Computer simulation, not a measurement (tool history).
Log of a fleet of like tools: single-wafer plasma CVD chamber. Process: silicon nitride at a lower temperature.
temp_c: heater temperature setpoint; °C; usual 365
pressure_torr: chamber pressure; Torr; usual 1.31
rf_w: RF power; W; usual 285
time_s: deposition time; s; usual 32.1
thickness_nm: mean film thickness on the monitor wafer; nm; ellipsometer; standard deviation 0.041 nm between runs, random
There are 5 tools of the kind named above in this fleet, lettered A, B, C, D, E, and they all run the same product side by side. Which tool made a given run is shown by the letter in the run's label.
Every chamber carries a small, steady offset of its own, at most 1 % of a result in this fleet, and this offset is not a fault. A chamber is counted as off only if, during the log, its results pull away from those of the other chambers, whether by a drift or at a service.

run    day  temp_c  pressure_torr  rf_w  time_s  hours since the last thermocouple change  hours since the last RF generator calibration  hours since the last manometer calibration  read-back reference wafer on the same gauge, thickness_nm  thickness_nm
 1D  0.188     365           1.31   285    32.1                                     252.9                                          777.5                                       694.7                                                     27.595        33.908
 2C  0.300     365           1.31   285    32.1                                     653.2                                          683.5                                       315.0                                                     27.593        34.344
 3E  0.433     365           1.31   285    32.1                                    1089.5                                          520.2                                      1857.0                                                     27.596        34.061
 4A  0.592     365           1.31   285    32.1                                     247.3                                          804.7                                       319.8                                                     27.586        34.205
 5B  0.738     365           1.31   285    32.1                                     381.8                                          139.8                                       776.9                                                     27.590        34.302
 6C  0.842     365           1.31   285    32.1                                     666.2                                          696.5                                       328.0                                                     27.582        34.317
 7D  1.042     365           1.31   285    32.1                                     273.4                                          798.0                                       715.2                                                     27.578        33.895
 8B  1.242     365           1.31   285    32.1                                     393.9                                          151.9                                       789.0                                                     27.573        34.307
 9E  1.396     375           1.31   285    32.1                                    1112.6                                          543.3                                      1880.1                                                     27.564        33.981
10A  1.575     375           1.31   285    32.1                                     270.9                                          828.3                                       343.4                                                     27.560        34.013
11B  1.762     375           1.31   285    32.1                                     406.4                                          164.4                                       801.5                                                     27.554        34.194
12E  1.917     375           1.31   285    32.1                                    1125.1                                          555.8                                      1892.6                                                     27.551        33.888
13C  2.108     375           1.31   285    32.1                                     696.6                                          726.9                                       358.4                                                     27.533        34.212
14D  2.204     365           1.31   285    32.1                                     301.3                                          825.9                                       743.1                                                     27.541        33.848
15A  2.408     365           1.53   285    29.6                                     290.9                                          848.3                                       363.4                                                     27.547        32.902
16E  2.504     365           1.53   285    29.6                                    1139.2                                          569.9                                      1906.7                                                     27.533        32.730
17D  2.621     365           1.53   285    29.6                                     311.3                                          835.9                                       753.1                                                     27.532        32.625
18A  2.717     365           1.53   285    29.6                                     298.3                                          855.7                                       370.8                                                     27.535        32.970
19C  2.917     365           1.53   285    29.6                                     716.0                                          746.3                                       377.8                                                     27.530        33.085
20B  3.038     365           1.31   285    32.1                                     437.0                                          195.0                                       832.1                                                     27.528        34.137
21B  3.196     365           1.31   285    32.1                                     440.8                                          198.8                                       835.9                                                     27.521        34.256
22E  3.379     365           1.31   285    27.9                                    1160.2                                          590.9                                      1927.7                                                     27.503        29.619
23C  3.579     365           1.31   285    27.9                                     731.9                                          762.2                                       393.7                                                     27.513        29.836
24A  3.717     365           1.31   285    27.9                                     322.3                                          879.7                                       394.8                                                     27.504        29.666
25D  3.812     365           1.31   285    27.9                                     339.9                                          864.5                                       781.7                                                     27.509        29.382
26A  3.971     365           1.31   285    27.9                                     328.4                                          885.8                                       400.9                                                     27.502        29.645
27B  4.071     365           1.31   285    32.1                                     461.8                                          219.8                                       856.9                                                     27.495        34.123
28C  4.196     365           1.31   285    32.1                                     746.7                                          777.0                                       408.5                                                     27.489        34.220
29D  4.379     365           1.31   285    32.1                                     353.5                                          878.1                                       795.3                                                     27.491        33.859
30E  4.475     365           1.31   285    32.1                                    1186.5                                          617.2                                      1954.0                                                     27.491        33.980
31A  4.671     365           1.31   285    32.1                                     345.2                                          902.6                                       417.7                                                     27.484        34.018
32B  4.862     365           1.31   285    32.1                                     480.8                                          238.8                                       875.9                                                     27.479        34.142
33E  5.062     365           1.31   285    32.1                                    1200.6                                          631.3                                      1968.1                                                     27.482        33.966
34D  5.246     365           1.31   285    32.1                                     374.3                                          898.9                                       816.1                                                     27.468        33.753
35C  5.358     365           1.31   285    32.1                                     774.6                                          804.9                                       436.4                                                     27.466        34.161

Read the log: is a single chamber off, either drifting away or since a service, is the gauge that measures every chamber drifting, or is nothing wrong beyond small per-chamber offsets? Name any odd chamber and what most likely caused it.

Every chamber seems to shift together because the gauge that measures them all drifts; the chambers themselves are fine.
Likeliest cause: gauge reads low (%) = 0.493.
